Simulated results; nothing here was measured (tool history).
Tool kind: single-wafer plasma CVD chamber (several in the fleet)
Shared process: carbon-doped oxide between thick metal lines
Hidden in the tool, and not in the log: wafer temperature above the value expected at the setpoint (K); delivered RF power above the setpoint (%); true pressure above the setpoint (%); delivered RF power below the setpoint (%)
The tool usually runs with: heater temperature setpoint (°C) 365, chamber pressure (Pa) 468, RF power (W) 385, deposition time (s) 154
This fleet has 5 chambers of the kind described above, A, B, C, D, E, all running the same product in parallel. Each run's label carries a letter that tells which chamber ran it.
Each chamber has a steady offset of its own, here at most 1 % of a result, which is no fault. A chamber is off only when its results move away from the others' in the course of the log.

run	hour	heater temperature setpoint (°C)	chamber pressure (Pa)	RF power (W)	deposition time (s)	hours since the last thermocouple change	hours since the last RF generator calibration	hours since the last manometer calibration	read-back reference wafer on the same gauge, thickness_nm	mean film thickness on the monitor wafer (Å)
1E	2.7	365	468	385	154	1807.6	2171.4	2516.7	678.86	5957.1
2A	8.1	365	468	385	154	926.3	607.0	1574.9	678.95	5947.6
# hour 12.5: chamber E: RF generator calibrated
3C	12.7	365	468	385	154	980.6	830.1	1071.6	678.75	5940.5
4B	16.5	365	468	385	154	944.2	1014.7	461.9	678.82	5975.9
5D	19.3	365	468	385	154	901.5	686.6	519.9	678.74	5906.6
6A	24.4	365	468	385	154	942.6	623.3	1591.2	678.70	5956.0
7C	28.8	365	468	385	154	996.7	846.2	1087.7	678.41	5916.2
8D	33.1	365	468	320	166	915.3	700.4	533.7	678.37	5521.2
9E	38.1	365	468	320	166	1843.0	25.6	2552.1	678.54	5572.5
10B	41.5	365	468	320	166	969.2	1039.7	486.9	678.26	5588.8
11C	44.1	365	468	320	166	1012.0	861.5	1103.0	677.97	5547.0
12D	46.7	365	468	320	166	928.9	714.0	547.3	678.21	5540.4
13A	51.5	365	468	385	154	969.7	650.4	1618.3	678.29	5953.2
14B	55.1	365	468	385	154	982.8	1053.3	500.5	678.02	5982.8
15E	58.8	365	468	385	154	1863.7	46.3	2572.8	677.97	5951.2
16E	63.6	365	468	385	154	1868.5	51.1	2577.6	677.79	5942.9
17B	68.5	365	468	385	154	996.2	1066.7	513.9	677.76	5964.0
18C	73.2	365	468	385	154	1041.1	890.6	1132.1	677.68	5923.6
19D	78.1	365	468	385	154	960.3	745.4	578.7	677.68	5902.8
20A	81.7	365	468	385	154	999.9	680.6	1648.5	677.26	5941.2
21D	85.5	365	468	385	154	967.7	752.8	586.1	677.48	5923.8
22A	87.8	365	468	385	154	1006.0	686.7	1654.6	677.31	5942.1
23B	92.4	365	468	385	166	1020.1	1090.6	537.8	677.10	6441.4
24E	97.1	365	468	385	166	1902.0	84.6	2611.1	676.95	6400.8
25C	101.6	365	468	385	166	1069.5	919.0	1160.5	677.13	6360.1
26E	106.0	365	468	385	166	1910.9	93.5	2620.0	676.98	6409.6
27D	109.2	365	468	385	166	991.4	776.5	609.8	676.83	6368.5
# hour 111.4: chamber E: capacitance manometer re-zeroed and calibrated
28B	113.2	365	468	385	154	1040.9	1111.4	558.6	676.82	5959.0
29C	118.3	365	468	385	154	1086.2	935.7	1177.2	676.62	5901.8
30A	122.4	365	468	385	154	1040.6	721.3	1689.2	676.66	5933.5
31B	126.8	370	468	435	154	1054.5	1125.0	572.2	676.81	6444.3
32E	130.3	370	468	435	154	1935.2	117.8	18.9	676.52	6423.8
33D	133.2	370	468	435	154	1015.4	800.5	633.8	676.49	6373.5
34C	138.4	370	468	435	154	1106.3	955.8	1197.3	676.46	6369.8
35A	142.8	370	468	435	154	1061.0	741.7	1709.6	676.09	6402.5
36B	147.7	365	468	385	154	1075.4	1145.9	593.1	676.15	5957.8
37A	151.9	365	468	385	154	1070.1	750.8	1718.7	676.08	5915.8
38C	156.6	356	468	385	183	1124.5	974.0	1215.5	676.22	7153.1
39D	160.7	356	468	385	183	1042.9	828.0	661.3	676.12	7156.7
40E	163.2	356	468	385	183	1968.1	150.7	51.8	675.95	7198.7
41A	167.3	356	468	385	183	1085.5	766.2	1734.1	675.95	7181.8
42B	172.2	356	468	385	183	1099.9	1170.4	617.6	675.87	7207.2
43E	175.8	365	468	385	154	1980.7	163.3	64.4	675.83	5931.6
44C	178.6	365	468	385	154	1146.5	996.0	1237.5	675.67	5898.8

Is one chamber out of step, is the gauge drifting, or do the chambers differ by no more than their own small offsets? For an off chamber, give its letter and the likeliest cause.

The gauge drifts, so all chambers seem to drift together. No chamber is off.
What lies behind it: gauge reads low (%) = 0.513.

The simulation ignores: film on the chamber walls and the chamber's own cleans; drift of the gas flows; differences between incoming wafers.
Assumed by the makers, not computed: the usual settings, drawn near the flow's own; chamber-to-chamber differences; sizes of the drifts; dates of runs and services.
